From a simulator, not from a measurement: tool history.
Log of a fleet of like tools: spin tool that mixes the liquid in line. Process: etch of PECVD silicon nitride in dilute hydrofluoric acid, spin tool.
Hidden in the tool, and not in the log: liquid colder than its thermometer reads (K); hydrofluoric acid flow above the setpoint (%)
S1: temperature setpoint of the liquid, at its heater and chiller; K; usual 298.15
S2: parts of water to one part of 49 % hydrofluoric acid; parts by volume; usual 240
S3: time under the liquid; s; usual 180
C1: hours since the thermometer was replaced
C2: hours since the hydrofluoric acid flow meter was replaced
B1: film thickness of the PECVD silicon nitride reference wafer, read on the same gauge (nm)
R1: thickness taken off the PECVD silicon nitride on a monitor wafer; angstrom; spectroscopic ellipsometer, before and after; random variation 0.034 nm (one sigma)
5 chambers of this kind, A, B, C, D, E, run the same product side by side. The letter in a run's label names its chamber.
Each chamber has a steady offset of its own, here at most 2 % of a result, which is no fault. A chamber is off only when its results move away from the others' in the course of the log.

run,hour,S1,S2,S3,C1,C2,B1,R1
# hour 4.7: chamber C: thermometer replaced
1B,13.3,298.15,240,180,829.6,24.9,60.018,46.117
2E,24,298.15,240,180,1016.4,37.6,60,46.11
3C,38.5,298.15,240,180,33.8,555.9,60.023,45.082
4D,46.8,298.15,240,180,863.5,1201.8,60.005,44.536
5A,60.8,298.15,240,180,1587,999.4,59.998,46.327
6A,72.2,298.15,240,180,1598.4,1010.8,60.007,45.404
7B,80,298.15,240,180,896.3,91.6,59.986,45.884
8D,94.6,298.15,240,180,911.3,1249.6,59.987,44.845
9C,105.5,298.15,240,180,100.8,622.9,60.013,45.43
10E,120,298.15,295,270,1112.4,133.6,59.993,56.005
# hour 127: chamber D: thermometer replaced
11A,128.5,298.15,295,270,1654.7,1067.1,59.996,55.556
12C,140.8,298.15,295,270,136.1,658.2,59.968,56.074
13B,150.9,298.15,295,270,967.2,162.5,59.999,56.265
14E,165,298.15,295,270,1157.4,178.6,60.006,55.478
15D,181.3,298.15,240,180,54.4,1336.3,59.981,45.399
16A,192.1,298.15,240,180,1718.3,1130.7,59.987,45.892
17E,201.4,298.15,240,180,1193.8,215,59.991,45.938
18B,211.4,298.15,240,180,1027.7,223,60,45.628
19D,223.4,298.15,240,180,96.5,1378.4,60.006,45.469
20C,234.2,298.15,240,180,229.5,751.6,60.006,46.941
21B,242.1,298.15,240,180,1058.4,253.7,59.986,45.671
22D,251.8,298.15,240,180,124.9,1406.8,60.011,45.178
23C,267.2,298.15,150,245,262.5,784.6,60.003,102.74
24A,274.6,298.15,150,245,1800.8,1213.2,60.012,99.358
25E,285.3,298.15,150,245,1277.7,298.9,60.026,97.02
26D,295.2,298.15,150,245,168.3,1450.2,60.006,99.285
27A,309.9,298.15,150,245,1836.1,1248.5,60.02,99.748
28E,319.4,298.15,240,225,1311.8,333,60.009,55.938
29B,327.8,298.15,240,225,1144.1,339.4,60,56.885
30C,338.6,298.15,240,225,333.9,856,59.99,60.391
31E,354.7,298.15,240,225,1347.1,368.3,60.01,56.481
32A,368.2,298.15,240,225,1894.4,1306.8,60.01,56.551
33C,376.1,298.15,240,180,371.4,893.5,60,49.183
34D,392.4,298.15,140,180,265.5,1547.4,59.985,78.198
# hour 392.5: chamber D: hydrofluoric acid flow meter replaced
35B,405.6,298.15,140,180,1221.9,417.2,59.996,78.835
36D,416,298.15,140,180,289.1,23.5,59.987,77.804
37E,423.1,298.15,140,180,1415.5,436.7,60.006,75.878

What goes on in this fleet: one chamber off, a drifting gauge, or nothing beyond the chambers' own small offsets? Name the chamber and the cause, if any.

Chamber C drifts away from the others.
Cause: hydrofluoric acid flow above the setpoint (%) = 10.1.
The log may not tell that from: liquid hotter than its thermometer reads (K).

Here are 4 candidates for chamber C's next run, each the usual settings with a change, their results left as question marks. Which one brings its results back in line with what the others give on the usual settings?
In line means no further than this from the other chambers' mean on the usual settings: R1 1.2 angstrom
38C-1,435,298.15,220,180,,,,?
38C-2,435,298.15,240,185,,,,?
38C-3,435,297.65,240,170,,,,?
38C-4,435,298.15,240,175,,,,?

The other chambers' mean on the usual settings: R1 45.437 angstrom
run,R1
38C-1,53.462
38C-2,50.403
38C-3,44.866
38C-4,47.678
38C-3 brings the chamber back in line.

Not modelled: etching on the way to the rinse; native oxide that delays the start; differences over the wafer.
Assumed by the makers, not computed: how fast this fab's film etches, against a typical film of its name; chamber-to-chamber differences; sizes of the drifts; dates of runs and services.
